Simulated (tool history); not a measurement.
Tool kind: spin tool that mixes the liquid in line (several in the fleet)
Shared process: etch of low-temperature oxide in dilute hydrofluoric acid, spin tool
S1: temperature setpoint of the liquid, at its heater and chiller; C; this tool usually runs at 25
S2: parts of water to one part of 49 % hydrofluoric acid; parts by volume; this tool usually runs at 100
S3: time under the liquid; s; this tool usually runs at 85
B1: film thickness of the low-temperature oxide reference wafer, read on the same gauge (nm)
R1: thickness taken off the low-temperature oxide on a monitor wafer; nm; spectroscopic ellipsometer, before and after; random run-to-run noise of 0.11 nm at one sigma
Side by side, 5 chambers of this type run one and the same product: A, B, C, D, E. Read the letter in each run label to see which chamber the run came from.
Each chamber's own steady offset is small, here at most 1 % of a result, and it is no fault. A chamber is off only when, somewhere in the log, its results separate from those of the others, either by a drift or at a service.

run   hour    S1   S2   S3      B1      R1
 1A    6.9    25  100   85     150  11.266
 2C   12.9    25  100   85  150.01  11.523
 3E   19.3    25  100   85     150  11.208
 4D     27    25  100   85     150  11.372
 5B   38.4    25  100   85  150.01  11.216
 6B   47.4    25  100   85     150   11.28
 7E   58.2    25  100   85  149.99   11.32
 8D   67.5    25  100   85  150.01   11.29
 9C   78.3    25  100   85  149.99  11.089
10A   89.6  27.5  100  100  149.97  14.419
11A   95.6  27.5  100  100     150  14.436
12B  102.6  27.5  100  100  150.02  14.825
13D  111.9  27.5  100  100  150.01  14.474
14C  122.4  27.5  100  100     150  14.484
15E  128.3  21.5   55   85  150.03   18.42
16B  138.6  21.5   55   85  150.02  18.585
17E  150.1  21.5   55   85  149.97   18.07
18D  158.7  21.5   55   85     150  18.961
19C  169.9  21.5   55   85  149.98  18.903
20A  175.4    25  100   85  150.02  11.205
21B  182.8    25  100   85     150  11.402
22D    192    25  100   85     150  11.111
23E  202.1    25  100   85  149.99  11.272
24A  209.2    25  100   85     150    11.2
25C    218    25  100   85  150.03  11.187
26E  225.7    25  100  115  149.99   15.24
27A  234.8    25  100  115     150  15.097
28C  242.1    25  100  115  149.99  15.012
29D  252.7    25  100  115  149.99  15.325
     253.2  -- chamber D: hydrofluoric acid flow meter replaced
30B  262.1    25  100  115     150  15.642
31C  272.2    25  100   85  150.02  11.055
32E  281.6    25  100   85     150  11.264
33B  292.6    25  100   85     150  11.452
34D  300.9    25  100   85  150.02  11.019
35A  311.6    25  100   85  149.98  11.243
36A  318.1    25  100   85  150.01   11.29
37E  326.4    25  100   85     150  10.981
38C  332.3    25  100   85     150  11.168
39D  341.3    25  100   85  150.03  11.129
40B    347    25  100  130  149.99  17.793
41B  356.1    25  100  130  150.01  18.001

Decide between three cases: one chamber stands off from its peers, the gauge reading all wafers drifts, or nothing is wrong past each chamber's small offset. Where a chamber is off, say which and what most likely put it there.

Little by little, chamber B moves away from the other chambers.
What lies behind it: hydrofluoric acid flow above the setpoint (%) = 5.19.
With only this log, it may be confused with: liquid hotter than its thermometer reads (K).

Here are 4 candidates for chamber B's next run, each the usual settings with a change, their results left as question marks. Which one brings its results back in line with what the others give on the usual settings?
In line here means within this much of the mean the other chambers give on the usual settings: R1 0.37 nm
42B-1  364.4  25   95  90       ?
42B-2  364.4  25  110  85       ?
42B-3  364.4  25  105  85       ?
42B-4  364.4  25   95  85       ?

What the other chambers average on the usual settings: R1 11.185 nm
  run      R1
42B-1  13.206
42B-2  10.603
42B-3  11.167
42B-4  12.472
42B-3 brings the chamber back in line.
